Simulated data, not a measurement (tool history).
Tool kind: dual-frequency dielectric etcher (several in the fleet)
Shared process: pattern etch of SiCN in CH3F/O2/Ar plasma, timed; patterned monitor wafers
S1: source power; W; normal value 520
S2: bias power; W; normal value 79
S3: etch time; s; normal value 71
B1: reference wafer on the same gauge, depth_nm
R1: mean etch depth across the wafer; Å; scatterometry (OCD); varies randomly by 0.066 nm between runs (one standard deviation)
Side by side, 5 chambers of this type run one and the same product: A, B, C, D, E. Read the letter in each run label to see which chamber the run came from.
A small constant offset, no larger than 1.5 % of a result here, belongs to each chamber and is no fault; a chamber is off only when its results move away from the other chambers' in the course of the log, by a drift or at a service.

| run | hour | S1 | S2 | S3 | B1 | R1 |
|---|---|---|---|---|---|---|
| 1C | 9.3 | 520 | 79 | 71 | 24.3 | 300.13 |
| 2B | 20.6 | 520 | 79 | 71 | 24.3 | 306.26 |
| 3D | 31 | 520 | 79 | 71 | 24.303 | 301.64 |
| 4A | 43.9 | 520 | 79 | 71 | 24.298 | 306.2 |
|  | 45.3 | chamber A: wet clean of the chamber |
| 5E | 52.2 | 520 | 79 | 71 | 24.307 | 304.34 |
| 6E | 62.4 | 520 | 79 | 71 | 24.295 | 304.54 |
| 7A | 72.5 | 520 | 79 | 71 | 24.285 | 306.17 |
| 8D | 84.1 | 520 | 79 | 71 | 24.304 | 301.91 |
| 9C | 90.1 | 520 | 79 | 71 | 24.301 | 299.75 |
| 10B | 97.1 | 650 | 79 | 71 | 24.307 | 333.05 |
| 11D | 104.7 | 650 | 79 | 71 | 24.293 | 327.72 |
| 12C | 111.4 | 650 | 79 | 71 | 24.306 | 324.85 |
| 13E | 118 | 650 | 79 | 71 | 24.297 | 331.36 |
| 14B | 124.3 | 650 | 79 | 71 | 24.306 | 331.97 |
| 15A | 131.9 | 520 | 79 | 71 | 24.301 | 305.98 |
| 16B | 141.6 | 520 | 79 | 71 | 24.291 | 306.89 |
| 17D | 153.3 | 520 | 79 | 71 | 24.316 | 300.96 |
| 18A | 159.7 | 520 | 79 | 71 | 24.307 | 305.62 |
| 19E | 170.5 | 520 | 79 | 71 | 24.29 | 305.48 |
| 20C | 182.3 | 520 | 79 | 71 | 24.292 | 297.36 |
| 21E | 195.5 | 520 | 79 | 71 | 24.305 | 304.4 |
| 22C | 206.5 | 430 | 61 | 71 | 24.302 | 253.33 |
| 23A | 219.7 | 430 | 61 | 71 | 24.308 | 259.92 |
| 24B | 227 | 430 | 61 | 71 | 24.297 | 260.63 |
| 25D | 237.4 | 430 | 61 | 71 | 24.302 | 257.48 |
| 26A | 248.5 | 430 | 61 | 71 | 24.289 | 259.8 |
| 27B | 259.2 | 520 | 79 | 63 | 24.289 | 271.64 |
| 28D | 269.3 | 520 | 79 | 63 | 24.302 | 268.1 |
| 29C | 278.1 | 520 | 79 | 63 | 24.309 | 261.62 |
| 30E | 284.4 | 520 | 79 | 63 | 24.289 | 271.14 |

Read the log: is a single chamber off, either drifting away or since a service, is the gauge that measures every chamber drifting, or is nothing wrong beyond small per-chamber offsets? Name any odd chamber and what most likely caused it.

Little by little, chamber C moves away from the other chambers.
Likeliest cause: etch rate under this chamber's usual, % = 1.39.
From this log alone, it may not be told apart from: source power that arrives under what is set, %; bias power that arrives under what is set, %.

Here are 4 candidates for chamber C's next run, each the usual settings with a change, their results left as question marks. Which one brings its results back in line with what the others give on the usual settings?
In line here means within this much of the mean the other chambers give on the usual settings: R1 2.4 Å
| 31C-1 | 294.2 | 520 | 79 | 72 |  | ? |
| 31C-2 | 294.2 | 520 | 79 | 70 |  | ? |
| 31C-3 | 294.2 | 520 | 79 | 69 |  | ? |
| 31C-4 | 294.2 | 520 | 80 | 73 |  | ? |

The mean the other chambers reach with the usual settings: R1 304.76 Å
| run | R1 |
|---|---|
| 31C-1 | 300.05 |
| 31C-2 | 291.71 |
| 31C-3 | 287.55 |
| 31C-4 | 305.58 |
Change 31C-4 lands the chamber within the allowed miss of the other chambers.
